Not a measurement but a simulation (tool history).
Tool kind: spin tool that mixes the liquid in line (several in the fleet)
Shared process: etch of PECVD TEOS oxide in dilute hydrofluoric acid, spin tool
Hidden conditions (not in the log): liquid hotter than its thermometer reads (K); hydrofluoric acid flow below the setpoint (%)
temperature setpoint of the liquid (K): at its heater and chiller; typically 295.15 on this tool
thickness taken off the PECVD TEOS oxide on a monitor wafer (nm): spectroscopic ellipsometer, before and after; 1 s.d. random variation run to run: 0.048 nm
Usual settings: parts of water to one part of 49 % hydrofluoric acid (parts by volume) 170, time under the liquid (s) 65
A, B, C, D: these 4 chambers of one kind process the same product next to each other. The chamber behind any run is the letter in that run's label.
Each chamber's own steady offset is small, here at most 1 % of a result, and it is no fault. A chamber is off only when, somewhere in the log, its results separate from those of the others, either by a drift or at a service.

run   hour  temperature setpoint of the liquid (K)  parts of water to one part of 49 % hydrofluoric acid (parts by volume)  time under the liquid (s)  hours since the thermometer was replaced  hours since the hydrofluoric acid flow meter was replaced  read-back film thickness of the PECVD TEOS oxide reference wafer, read on the same gauge (nm)  thickness taken off the PECVD TEOS oxide on a monitor wafer (nm)
 1C    8.2                                  295.15                                                                     170                         65                                    1737.4                                                     1410.2                                                                                         100.01                                                            8.9657
 2A   17.8                                  295.15                                                                     170                         65                                     973.9                                                      354.1                                                                                          99.98                                                            9.0894
 3D   25.4                                  295.15                                                                     170                         65                                    1427.5                                                      509.6                                                                                            100                                                            9.0431
 4B   38.2                                  295.15                                                                     170                         65                                     560.8                                                      591.5                                                                                         99.996                                                            9.0223
      43.8  -- chamber B: thermometer replaced
 5C     51                                  295.15                                                                     170                         65                                    1780.2                                                       1453                                                                                         100.01                                                            9.0164
 6A   65.1                                  295.15                                                                     250                         65                                    1021.2                                                      401.4                                                                                         100.01                                                            5.6606
 7B     76                                  295.15                                                                     250                         65                                      32.2                                                      629.3                                                                                         100.03                                                            5.6527
 8D   88.7                                  295.15                                                                     250                         65                                    1490.8                                                      572.9                                                                                         99.997                                                            5.6983
 9D    102                                  295.15                                                                     250                         65                                    1504.1                                                      586.2                                                                                            100                                                            5.6634
10A  115.9                                  295.15                                                                     170                         65                                      1072                                                      452.2                                                                                         100.04                                                            9.0868
11C  128.8                                  295.15                                                                     245                         65                                      1858                                                     1530.8                                                                                         100.01                                                            5.7845
12B  138.7                                  295.15                                                                     245                         65                                      94.9                                                        692                                                                                         99.983                                                            5.8378
     143.3  -- chamber C: hydrofluoric acid flow meter replaced
13C  152.4                                  295.15                                                                     245                         65                                    1881.6                                                        9.2                                                                                            100                                                            5.8321
14D  160.9                                  295.15                                                                     245                         65                                      1563                                                      645.1                                                                                         99.982                                                            5.7791
15A  169.4                                  295.15                                                                     170                         65                                    1125.5                                                      505.7                                                                                          99.98                                                            9.2001
16B  178.1                                  295.15                                                                     170                         65                                     134.3                                                      731.4                                                                                            100                                                            9.1161
17D  186.3                                  295.15                                                                     170                         65                                    1588.4                                                      670.5                                                                                         99.943                                                            8.9869
     190.7  -- chamber D: hydrofluoric acid flow meter replaced
18C  195.7                                  295.15                                                                     170                         65                                    1924.9                                                       52.5                                                                                         99.977                                                            8.9372
     195.9  -- chamber C: thermometer replaced
19A  208.4                                  295.15                                                                     170                         65                                    1164.5                                                      544.7                                                                                         99.977                                                            9.1234
20B  218.3                                  295.15                                                                     170                         65                                     174.5                                                      771.6                                                                                         99.984                                                             9.123
21D    225                                  295.15                                                                     170                         65                                    1627.1                                                       34.3                                                                                         99.991                                                            8.9765
22B  232.5                                  295.15                                                                     170                         65                                     188.7                                                      785.8                                                                                         100.01                                                            8.9935
23A    242                                  295.15                                                                     170                         65                                    1198.1                                                      578.3                                                                                         99.987                                                            9.4037
24C  254.3                                  293.65                                                                     170                         65                                      58.5                                                      111.1                                                                                         100.02                                                            8.4782
25D  264.3                                  293.65                                                                     170                         65                                    1666.4                                                       73.6                                                                                            100                                                            8.5012
26B  275.9                                  293.65                                                                     170                         65                                     232.1                                                      829.2                                                                                         99.999                                                            8.4759
27A  287.1                                  293.65                                                                     170                         65                                    1243.2                                                      623.4                                                                                         99.992                                                            8.9173
28C  300.4                                  295.15                                                                     170                         65                                     104.6                                                      157.2                                                                                            100                                                            9.0327
29D  311.6                                  297.65                                                                     170                         65                                    1713.7                                                      120.9                                                                                         100.02                                                            9.9833
30C  324.8                                  297.65                                                                     170                         65                                       129                                                      181.6                                                                                         99.955                                                            9.8887
31A  338.7                                  297.65                                                                     170                         65                                    1294.8                                                        675                                                                                         100.02                                                            10.455
32B  345.5                                  297.65                                                                     170                         65                                     301.7                                                      898.8                                                                                            100                                                            9.9381

Next, every chamber runs the same settings. What will each give?
33A  355.9                                  295.15                                                                     120                         65                                                                                                                                                                                                                                                                     ?
33B  355.9                                  295.15                                                                     120                         65                                                                                                                                                                                                                                                                     ?
33C  355.9                                  295.15                                                                     120                         65                                                                                                                                                                                                                                                                     ?
33D  355.9                                  295.15                                                                     120                         65                                                                                                                                                                                                                                                                     ?

run  thickness taken off the PECVD TEOS oxide on a monitor wafer (nm)
33A                                                            14.593
33B                                                            13.573
33C                                                            13.283
33D                                                            13.496
